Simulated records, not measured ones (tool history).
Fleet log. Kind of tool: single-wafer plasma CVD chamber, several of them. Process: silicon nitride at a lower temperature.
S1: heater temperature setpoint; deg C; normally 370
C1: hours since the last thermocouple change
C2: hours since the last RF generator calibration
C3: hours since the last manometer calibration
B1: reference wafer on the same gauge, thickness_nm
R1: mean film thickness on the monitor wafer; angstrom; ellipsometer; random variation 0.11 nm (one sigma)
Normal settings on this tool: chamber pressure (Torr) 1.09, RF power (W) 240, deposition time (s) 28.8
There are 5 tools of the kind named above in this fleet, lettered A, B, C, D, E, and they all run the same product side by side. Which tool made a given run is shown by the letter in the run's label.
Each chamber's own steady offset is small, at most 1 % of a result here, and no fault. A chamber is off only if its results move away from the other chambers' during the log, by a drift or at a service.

Run 1C, hour 11.1: usual settings; C1 288.5; C2 300.5; C3 1083.8; B1 26.910. Result: R1 252.96 angstrom.
Run 2B, hour 17.9: usual settings; C1 389.1; C2 773.8; C3 1532.4; B1 26.895. Result: R1 259.31 angstrom.
Run 3D, hour 25.2: usual settings; C1 451.1; C2 366.3; C3 65.6; B1 26.894. Result: R1 258.86 angstrom.
Run 4E, hour 32.2: usual settings; C1 434.4; C2 558.1; C3 1872.1; B1 26.892. Result: R1 256.27 angstrom.
Run 5A, hour 37.7: usual settings but S1 378 deg C, deposition time (s) 23.2; C1 1393.8; C2 1554.5; C3 610.8; B1 26.890. Result: R1 205.90 angstrom.
Run 6A, hour 46.2: usual settings but S1 378 deg C, deposition time (s) 23.2; C1 1402.3; C2 1563.0; C3 619.3; B1 26.922. Result: R1 204.08 angstrom.
Run 7E, hour 52.2: usual settings but S1 378 deg C, deposition time (s) 23.2; C1 454.4; C2 578.1; C3 1892.1; B1 26.888. Result: R1 207.54 angstrom.
Run 8D, hour 63.5: usual settings but S1 378 deg C, deposition time (s) 23.2; C1 489.4; C2 404.6; C3 103.9; B1 26.915. Result: R1 208.43 angstrom.
Run 9C, hour 70.7: usual settings but S1 378 deg C, deposition time (s) 23.2; C1 348.1; C2 360.1; C3 1143.4; B1 26.881. Result: R1 204.54 angstrom.
Run 10B, hour 77.0: usual settings; C1 448.2; C2 832.9; C3 1591.5; B1 26.915. Result: R1 259.53 angstrom.
Run 11C, hour 88.4: usual settings; C1 365.8; C2 377.8; C3 1161.1; B1 26.903. Result: R1 256.27 angstrom.
Run 12E, hour 100.5: usual settings; C1 502.7; C2 626.4; C3 1940.4; B1 26.895. Result: R1 257.08 angstrom.
Run 13D, hour 106.1: usual settings; C1 532.0; C2 447.2; C3 146.5; B1 26.885. Result: R1 261.34 angstrom.
Run 14B, hour 118.2: usual settings; C1 489.4; C2 874.1; C3 1632.7; B1 26.914. Result: R1 260.55 angstrom.
Run 15A, hour 129.0: usual settings; C1 1485.1; C2 1645.8; C3 702.1; B1 26.903. Result: R1 253.91 angstrom.
Run 16B, hour 139.0: usual settings; C1 510.2; C2 894.9; C3 1653.5; B1 26.900. Result: R1 258.32 angstrom.
Run 17D, hour 145.1: usual settings; C1 571.0; C2 486.2; C3 185.5; B1 26.896. Result: R1 258.62 angstrom.
Run 18E, hour 151.1: usual settings; C1 553.3; C2 677.0; C3 1991.0; B1 26.901. Result: R1 257.67 angstrom.
Run 19C, hour 162.1: usual settings but S1 355 deg C; C1 439.5; C2 451.5; C3 1234.8; B1 26.893. Result: R1 256.78 angstrom.
Run 20A, hour 171.8: usual settings but S1 355 deg C; C1 1527.9; C2 1688.6; C3 744.9; B1 26.924. Result: R1 259.37 angstrom.
Run 21C, hour 179.5: usual settings but S1 355 deg C; C1 456.9; C2 468.9; C3 1252.2; B1 26.862. Result: R1 256.98 angstrom.
Run 22D, hour 187.2: usual settings but S1 355 deg C; C1 613.1; C2 528.3; C3 227.6; B1 26.896. Result: R1 259.51 angstrom.
Run 23A, hour 199.1: usual settings but S1 355 deg C; C1 1555.2; C2 1715.9; C3 772.2; B1 26.918. Result: R1 257.78 angstrom.
Run 24B, hour 207.7: usual settings; C1 578.9; C2 963.6; C3 1722.2; B1 26.914. Result: R1 259.62 angstrom.
At hour 212.0: chamber B: RF generator calibrated.
Run 25E, hour 213.9: usual settings; C1 616.1; C2 739.8; C3 2053.8; B1 26.877. Result: R1 257.72 angstrom.
Run 26A, hour 222.6: usual settings; C1 1578.7; C2 1739.4; C3 795.7; B1 26.854. Result: R1 254.70 angstrom.
Run 27E, hour 234.7: usual settings; C1 636.9; C2 760.6; C3 2074.6; B1 26.926. Result: R1 257.90 angstrom.
Run 28C, hour 241.3: usual settings; C1 518.7; C2 530.7; C3 1314.0; B1 26.897. Result: R1 253.96 angstrom.
Run 29D, hour 249.2: usual settings; C1 675.1; C2 590.3; C3 289.6; B1 26.863. Result: R1 258.16 angstrom.
Run 30B, hour 254.8: usual settings; C1 626.0; C2 42.9; C3 1769.3; B1 26.924. Result: R1 260.35 angstrom.
At hour 254.9: chamber B: capacitance manometer re-zeroed and calibrated.
Run 31B, hour 261.0: usual settings; C1 632.2; C2 49.1; C3 6.1; B1 26.874. Result: R1 257.36 angstrom.
Run 32E, hour 270.9: usual settings; C1 673.1; C2 796.8; C3 2110.8; B1 26.865. Result: R1 257.74 angstrom.
Run 33A, hour 277.8: usual settings; C1 1633.9; C2 1794.6; C3 850.9; B1 26.906. Result: R1 256.41 angstrom.
Run 34C, hour 286.6: usual settings; C1 564.0; C2 576.0; C3 1359.3; B1 26.905. Result: R1 256.04 angstrom.
Run 35D, hour 291.9: usual settings but chamber pressure (Torr) 1.21, deposition time (s) 23.6; C1 717.8; C2 633.0; C3 332.3; B1 26.894. Result: R1 218.26 angstrom.
Run 36D, hour 299.1: usual settings but chamber pressure (Torr) 1.21, deposition time (s) 23.6; C1 725.0; C2 640.2; C3 339.5; B1 26.919. Result: R1 219.21 angstrom.
Run 37E, hour 310.4: usual settings but chamber pressure (Torr) 1.21, deposition time (s) 23.6; C1 712.6; C2 836.3; C3 2150.3; B1 26.915. Result: R1 217.25 angstrom.
Run 38B, hour 315.8: usual settings but chamber pressure (Torr) 1.21, deposition time (s) 23.6; C1 687.0; C2 103.9; C3 60.9; B1 26.911. Result: R1 217.85 angstrom.

Read the log: is a single chamber off, either drifting away or since a service, is the gauge that measures every chamber drifting, or is nothing wrong beyond small per-chamber offsets? Name any odd chamber and what most likely caused it.

Beyond each chamber's small constant offset nothing stands out, and the gauge stays steady.
